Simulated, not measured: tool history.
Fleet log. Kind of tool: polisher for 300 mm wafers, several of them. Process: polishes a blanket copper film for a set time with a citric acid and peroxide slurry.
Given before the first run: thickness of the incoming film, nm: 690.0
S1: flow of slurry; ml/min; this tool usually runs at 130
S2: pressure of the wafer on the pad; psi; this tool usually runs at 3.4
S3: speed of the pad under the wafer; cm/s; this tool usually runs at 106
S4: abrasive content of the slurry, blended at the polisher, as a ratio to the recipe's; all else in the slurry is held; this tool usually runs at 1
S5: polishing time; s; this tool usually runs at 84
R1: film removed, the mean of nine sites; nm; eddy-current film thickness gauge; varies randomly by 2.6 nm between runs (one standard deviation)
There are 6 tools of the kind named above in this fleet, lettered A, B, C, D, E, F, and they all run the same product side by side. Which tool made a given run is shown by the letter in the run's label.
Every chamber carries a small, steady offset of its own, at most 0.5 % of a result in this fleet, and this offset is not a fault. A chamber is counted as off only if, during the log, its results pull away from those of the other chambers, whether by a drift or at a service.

-- hour=9.2 chamber D: worn pad replaced by a new one
run 1D hour=15.6 | S1=130 S2=3.4 S3=106 S4=1 S5=84 | R1=240.85
-- hour=15.8 chamber A: worn pad replaced by a new one
-- hour=20.4 chamber E: head pressure recalibrated
run 2C hour=24.2 | S1=130 S2=3.4 S3=106 S4=1 S5=84 | R1=231.99
run 3A hour=39.7 | S1=130 S2=3.4 S3=106 S4=1 S5=84 | R1=240.4
-- hour=42.9 chamber E: worn pad replaced by a new one
-- hour=45.9 chamber B: worn pad replaced by a new one
-- hour=47.6 chamber E: slurry blender recalibrated
run 4B hour=51.5 | S1=130 S2=3.4 S3=106 S4=1 S5=84 | R1=240.43
run 5E hour=60.1 | S1=130 S2=4 S3=106 S4=1 S5=63 | R1=208.36
-- hour=72.4 chamber B: slurry blender recalibrated
run 6F hour=73.2 | S1=130 S2=4 S3=106 S4=1 S5=63 | R1=207.01
-- hour=73.5 chamber F: worn pad replaced by a new one
-- hour=84.7 chamber D: head pressure recalibrated
run 7B hour=86.2 | S1=130 S2=4 S3=106 S4=1 S5=63 | R1=208.23
-- hour=99 chamber A: worn pad replaced by a new one
-- hour=99.2 chamber B: slurry nozzle cleaned
run 8C hour=101.5 | S1=130 S2=4 S3=106 S4=1 S5=63 | R1=203.64
run 9F hour=108.9 | S1=130 S2=4 S3=106 S4=1 S5=63 | R1=207.49
run 10E hour=120.1 | S1=130 S2=4 S3=106 S4=1 S5=63 | R1=210.19
-- hour=127 chamber D: worn pad replaced by a new one
run 11D hour=131.4 | S1=130 S2=3.4 S3=106 S4=1 S5=84 | R1=238.87
-- hour=131.7 chamber E: worn pad replaced by a new one
run 12A hour=143.7 | S1=130 S2=3.9 S3=106 S4=1 S5=71 | R1=226.27
-- hour=149.8 chamber D: slurry blender recalibrated
run 13E hour=157.3 | S1=130 S2=3.9 S3=106 S4=1 S5=71 | R1=225.31
run 14D hour=165.3 | S1=130 S2=3.9 S3=106 S4=1 S5=71 | R1=227.64
-- hour=171 chamber B: worn pad replaced by a new one
-- hour=178.2 chamber F: worn pad replaced by a new one
run 15A hour=181.2 | S1=130 S2=3.9 S3=106 S4=1 S5=71 | R1=228.99
-- hour=188.2 chamber F: slurry blender recalibrated
-- hour=191.3 chamber A: worn pad replaced by a new one
run 16B hour=196.1 | S1=130 S2=3.9 S3=106 S4=1 S5=71 | R1=229.29
-- hour=196.8 chamber C: slurry blender recalibrated
run 17C hour=207.8 | S1=130 S2=3.9 S3=106 S4=1 S5=71 | R1=219.15
run 18F hour=223.1 | S1=130 S2=4.2 S3=106 S4=1 S5=84 | R1=288.34
-- hour=225 chamber C: head pressure recalibrated
-- hour=226.9 chamber E: worn pad replaced by a new one
run 19B hour=238.5 | S1=130 S2=4.2 S3=106 S4=1 S5=84 | R1=292.25
-- hour=239.9 chamber C: slurry nozzle cleaned
-- hour=244.3 chamber D: worn pad replaced by a new one
run 20E hour=248.6 | S1=130 S2=4.2 S3=106 S4=1 S5=84 | R1=287.27
run 21C hour=256.5 | S1=130 S2=4.2 S3=106 S4=1 S5=84 | R1=284.23
run 22F hour=264.8 | S1=130 S2=4.2 S3=106 S4=1 S5=84 | R1=295.4
-- hour=274.1 chamber A: worn pad replaced by a new one
run 23D hour=280.4 | S1=130 S2=4.2 S3=106 S4=1 S5=84 | R1=296.47
-- hour=281.6 chamber F: worn pad replaced by a new one
-- hour=287.9 chamber B: worn pad replaced by a new one
run 24A hour=291.1 | S1=130 S2=3.4 S3=106 S4=1 S5=84 | R1=237.18
run 25A hour=307.6 | S1=130 S2=3.4 S3=106 S4=1 S5=84 | R1=237.29
-- hour=313.1 chamber A: slurry blender recalibrated
run 26E hour=319 | S1=130 S2=3.4 S3=106 S4=1 S5=84 | R1=238.24
-- hour=319.4 chamber E: worn pad replaced by a new one
-- hour=329.5 chamber E: head pressure recalibrated
run 27B hour=330.9 | S1=130 S2=3.4 S3=106 S4=1 S5=84 | R1=239.49
run 28C hour=344 | S1=130 S2=3.4 S3=106 S4=1 S5=84 | R1=220.36
-- hour=356.8 chamber D: head pressure recalibrated
run 29D hour=360.5 | S1=130 S2=3.4 S3=106 S4=1 S5=84 | R1=233.4
-- hour=364.2 chamber B: head pressure recalibrated
-- hour=366.5 chamber D: worn pad replaced by a new one
-- hour=366.7 chamber A: worn pad replaced by a new one
run 30F hour=370.2 | S1=130 S2=3.4 S3=106 S4=1 S5=84 | R1=232.41
-- hour=374.9 chamber E: slurry nozzle cleaned
run 31D hour=379.8 | S1=130 S2=3.4 S3=106 S4=1 S5=84 | R1=236.41
-- hour=386.5 chamber A: slurry nozzle cleaned
-- hour=388.3 chamber F: worn pad replaced by a new one
run 32B hour=391.8 | S1=130 S2=3.4 S3=106 S4=1.15 S5=74 | R1=214.54
-- hour=403.9 chamber B: worn pad replaced by a new one
run 33C hour=404.3 | S1=130 S2=3.4 S3=106 S4=1.15 S5=74 | R1=202.55
-- hour=404.7 chamber E: worn pad replaced by a new one
-- hour=413.9 chamber E: slurry blender recalibrated
run 34E hour=419.3 | S1=130 S2=3.4 S3=106 S4=1.15 S5=74 | R1=216.21
run 35F hour=433.3 | S1=130 S2=3.4 S3=106 S4=1.15 S5=74 | R1=216.11
run 36A hour=441.7 | S1=130 S2=3.4 S3=106 S4=1.15 S5=74 | R1=213.08
run 37F hour=452.9 | S1=130 S2=3.4 S3=106 S4=1.15 S5=74 | R1=219.79
run 38B hour=468.9 | S1=100 S2=3.4 S3=106 S4=1 S5=84 | R1=227.25
run 39C hour=480.5 | S1=100 S2=3.4 S3=106 S4=1 S5=84 | R1=202.6

The same settings go to every chamber for the next run, one line per chamber below. Forecast the results for each:
run 40A hour=492.4 | S1=130 S2=3.4 S3=106 S4=1.1 S5=84 | R1=?
run 40B hour=492.4 | S1=130 S2=3.4 S3=106 S4=1.1 S5=84 | R1=?
run 40C hour=492.4 | S1=130 S2=3.4 S3=106 S4=1.1 S5=84 | R1=?
run 40D hour=492.4 | S1=130 S2=3.4 S3=106 S4=1.1 S5=84 | R1=?
run 40E hour=492.4 | S1=130 S2=3.4 S3=106 S4=1.1 S5=84 | R1=?
run 40F hour=492.4 | S1=130 S2=3.4 S3=106 S4=1.1 S5=84 | R1=?

run=40A R1=240.4
run=40B R1=240.19
run=40C R1=222.56
run=40D R1=240.85
run=40E R1=243.63
run=40F R1=238.83
